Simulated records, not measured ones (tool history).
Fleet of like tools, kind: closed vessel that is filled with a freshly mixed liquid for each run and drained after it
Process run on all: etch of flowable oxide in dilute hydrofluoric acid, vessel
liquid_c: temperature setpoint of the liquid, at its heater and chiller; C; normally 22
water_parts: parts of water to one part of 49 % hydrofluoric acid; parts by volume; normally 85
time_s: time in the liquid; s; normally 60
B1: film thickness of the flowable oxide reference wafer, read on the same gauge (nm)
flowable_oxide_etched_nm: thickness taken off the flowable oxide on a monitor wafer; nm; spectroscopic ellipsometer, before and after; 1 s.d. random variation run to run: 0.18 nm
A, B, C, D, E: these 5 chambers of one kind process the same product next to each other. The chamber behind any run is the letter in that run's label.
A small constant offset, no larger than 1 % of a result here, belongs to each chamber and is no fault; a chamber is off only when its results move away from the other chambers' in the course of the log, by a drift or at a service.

run 1B day=0.371 | liquid_c=22 water_parts=85 time_s=60 | B1=59.988 | flowable_oxide_etched_nm=31.818
run 2C day=0.596 | liquid_c=22 water_parts=85 time_s=60 | B1=60.017 | flowable_oxide_etched_nm=30.814
run 3E day=1.029 | liquid_c=22 water_parts=85 time_s=60 | B1=59.992 | flowable_oxide_etched_nm=31.609
run 4A day=1.454 | liquid_c=22 water_parts=85 time_s=60 | B1=60.009 | flowable_oxide_etched_nm=31.132
run 5D day=1.858 | liquid_c=22 water_parts=85 time_s=60 | B1=60.021 | flowable_oxide_etched_nm=31.046
run 6C day=2.154 | liquid_c=22 water_parts=85 time_s=60 | B1=59.985 | flowable_oxide_etched_nm=31.314
run 7A day=2.600 | liquid_c=22 water_parts=85 time_s=60 | B1=60.013 | flowable_oxide_etched_nm=31.329
run 8D day=2.996 | liquid_c=22 water_parts=85 time_s=60 | B1=60.008 | flowable_oxide_etched_nm=31.118
run 9B day=3.304 | liquid_c=22 water_parts=85 time_s=60 | B1=60.003 | flowable_oxide_etched_nm=31.376
run 10E day=3.758 | liquid_c=22 water_parts=85 time_s=60 | B1=59.999 | flowable_oxide_etched_nm=31.571
run 11E day=4.138 | liquid_c=22 water_parts=85 time_s=60 | B1=60.027 | flowable_oxide_etched_nm=31.369
run 12A day=4.500 | liquid_c=22 water_parts=85 time_s=60 | B1=59.992 | flowable_oxide_etched_nm=31.151
run 13D day=4.850 | liquid_c=22 water_parts=85 time_s=60 | B1=59.986 | flowable_oxide_etched_nm=31.254
run 14C day=5.092 | liquid_c=22 water_parts=85 time_s=60 | B1=60.014 | flowable_oxide_etched_nm=31.018
run 15B day=5.525 | liquid_c=22 water_parts=85 time_s=60 | B1=60.007 | flowable_oxide_etched_nm=31.876
run 16C day=5.875 | liquid_c=22 water_parts=85 time_s=60 | B1=60.024 | flowable_oxide_etched_nm=31.298
-- day=6.000 chamber D: hydrofluoric acid flow meter replaced
run 17E day=6.100 | liquid_c=22 water_parts=85 time_s=60 | B1=60.022 | flowable_oxide_etched_nm=31.559
run 18A day=6.529 | liquid_c=22 water_parts=85 time_s=60 | B1=60.021 | flowable_oxide_etched_nm=31.425
run 19B day=6.754 | liquid_c=22 water_parts=85 time_s=60 | B1=59.992 | flowable_oxide_etched_nm=31.593
run 20D day=7.208 | liquid_c=22 water_parts=85 time_s=60 | B1=59.987 | flowable_oxide_etched_nm=30.973
-- day=7.533 chamber B: thermometer replaced
run 21C day=7.650 | liquid_c=22 water_parts=85 time_s=60 | B1=59.996 | flowable_oxide_etched_nm=31.258
run 22D day=8.004 | liquid_c=22 water_parts=85 time_s=60 | B1=60.003 | flowable_oxide_etched_nm=31.027
run 23A day=8.479 | liquid_c=22 water_parts=85 time_s=60 | B1=60.018 | flowable_oxide_etched_nm=31.177
run 24E day=8.867 | liquid_c=22 water_parts=85 time_s=60 | B1=60.014 | flowable_oxide_etched_nm=30.988
run 25B day=9.121 | liquid_c=22 water_parts=110 time_s=35 | B1=59.999 | flowable_oxide_etched_nm=13.753
run 26A day=9.521 | liquid_c=22 water_parts=110 time_s=35 | B1=59.991 | flowable_oxide_etched_nm=13.598
run 27E day=9.758 | liquid_c=22 water_parts=110 time_s=35 | B1=60.002 | flowable_oxide_etched_nm=13.577
run 28B day=10.142 | liquid_c=22 water_parts=110 time_s=35 | B1=60.015 | flowable_oxide_etched_nm=13.785
run 29C day=10.438 | liquid_c=22 water_parts=110 time_s=35 | B1=59.977 | flowable_oxide_etched_nm=13.546
run 30D day=10.675 | liquid_c=22 water_parts=85 time_s=60 | B1=60.015 | flowable_oxide_etched_nm=31.446
run 31A day=11.108 | liquid_c=22 water_parts=85 time_s=60 | B1=60.014 | flowable_oxide_etched_nm=31.120
run 32B day=11.592 | liquid_c=22 water_parts=85 time_s=60 | B1=59.993 | flowable_oxide_etched_nm=31.439
run 33E day=11.971 | liquid_c=22 water_parts=85 time_s=60 | B1=60.021 | flowable_oxide_etched_nm=30.498
run 34C day=12.338 | liquid_c=22 water_parts=85 time_s=60 | B1=60.015 | flowable_oxide_etched_nm=31.151
run 35D day=12.808 | liquid_c=22 water_parts=85 time_s=60 | B1=59.994 | flowable_oxide_etched_nm=31.060
run 36C day=13.150 | liquid_c=24 water_parts=55 time_s=60 | B1=60.023 | flowable_oxide_etched_nm=54.897
run 37E day=13.504 | liquid_c=24 water_parts=55 time_s=60 | B1=60.016 | flowable_oxide_etched_nm=53.318
-- day=13.775 chamber D: thermometer replaced
run 38B day=13.975 | liquid_c=24 water_parts=55 time_s=60 | B1=60.000 | flowable_oxide_etched_nm=54.363
run 39A day=14.221 | liquid_c=24 water_parts=55 time_s=60 | B1=60.023 | flowable_oxide_etched_nm=54.705
run 40D day=14.650 | liquid_c=24 water_parts=55 time_s=60 | B1=59.997 | flowable_oxide_etched_nm=54.704
run 41C day=15.033 | liquid_c=22 water_parts=50 time_s=60 | B1=59.981 | flowable_oxide_etched_nm=55.825
run 42E day=15.354 | liquid_c=22 water_parts=50 time_s=60 | B1=59.968 | flowable_oxide_etched_nm=53.725
run 43D day=15.650 | liquid_c=22 water_parts=50 time_s=60 | B1=59.993 | flowable_oxide_etched_nm=55.621

Is one chamber out of step, is the gauge drifting, or do the chambers differ by no more than their own small offsets? For an off chamber, give its letter and the likeliest cause.

Little by little, chamber E moves away from the other chambers.
Cause: hydrofluoric acid flow below the setpoint (%) = 3.95.
It could be hard to tell apart here from: liquid colder than its thermometer reads (K).

Which of the 4 candidates below, each the usual settings with something changed and its results left as question marks, puts chamber E back in line with what the other chambers give on the usual settings?
In line means no further than this from the other chambers' mean on the usual settings: flowable_oxide_etched_nm 0.620 nm
run 44E-1 day=15.996 | liquid_c=23 water_parts=85 time_s=60 | flowable_oxide_etched_nm=?
run 44E-2 day=15.996 | liquid_c=22 water_parts=90 time_s=60 | flowable_oxide_etched_nm=?
run 44E-3 day=15.996 | liquid_c=22 water_parts=80 time_s=60 | flowable_oxide_etched_nm=?
run 44E-4 day=15.996 | liquid_c=21 water_parts=85 time_s=60 | flowable_oxide_etched_nm=?

Average result of the remaining chambers running the usual settings: flowable_oxide_etched_nm 31.301 nm
run=44E-1 flowable_oxide_etched_nm=31.479
run=44E-2 flowable_oxide_etched_nm=28.409
run=44E-3 flowable_oxide_etched_nm=32.310
run=44E-4 flowable_oxide_etched_nm=29.044
Change 44E-1 lands the chamber within the allowed miss of the other chambers.

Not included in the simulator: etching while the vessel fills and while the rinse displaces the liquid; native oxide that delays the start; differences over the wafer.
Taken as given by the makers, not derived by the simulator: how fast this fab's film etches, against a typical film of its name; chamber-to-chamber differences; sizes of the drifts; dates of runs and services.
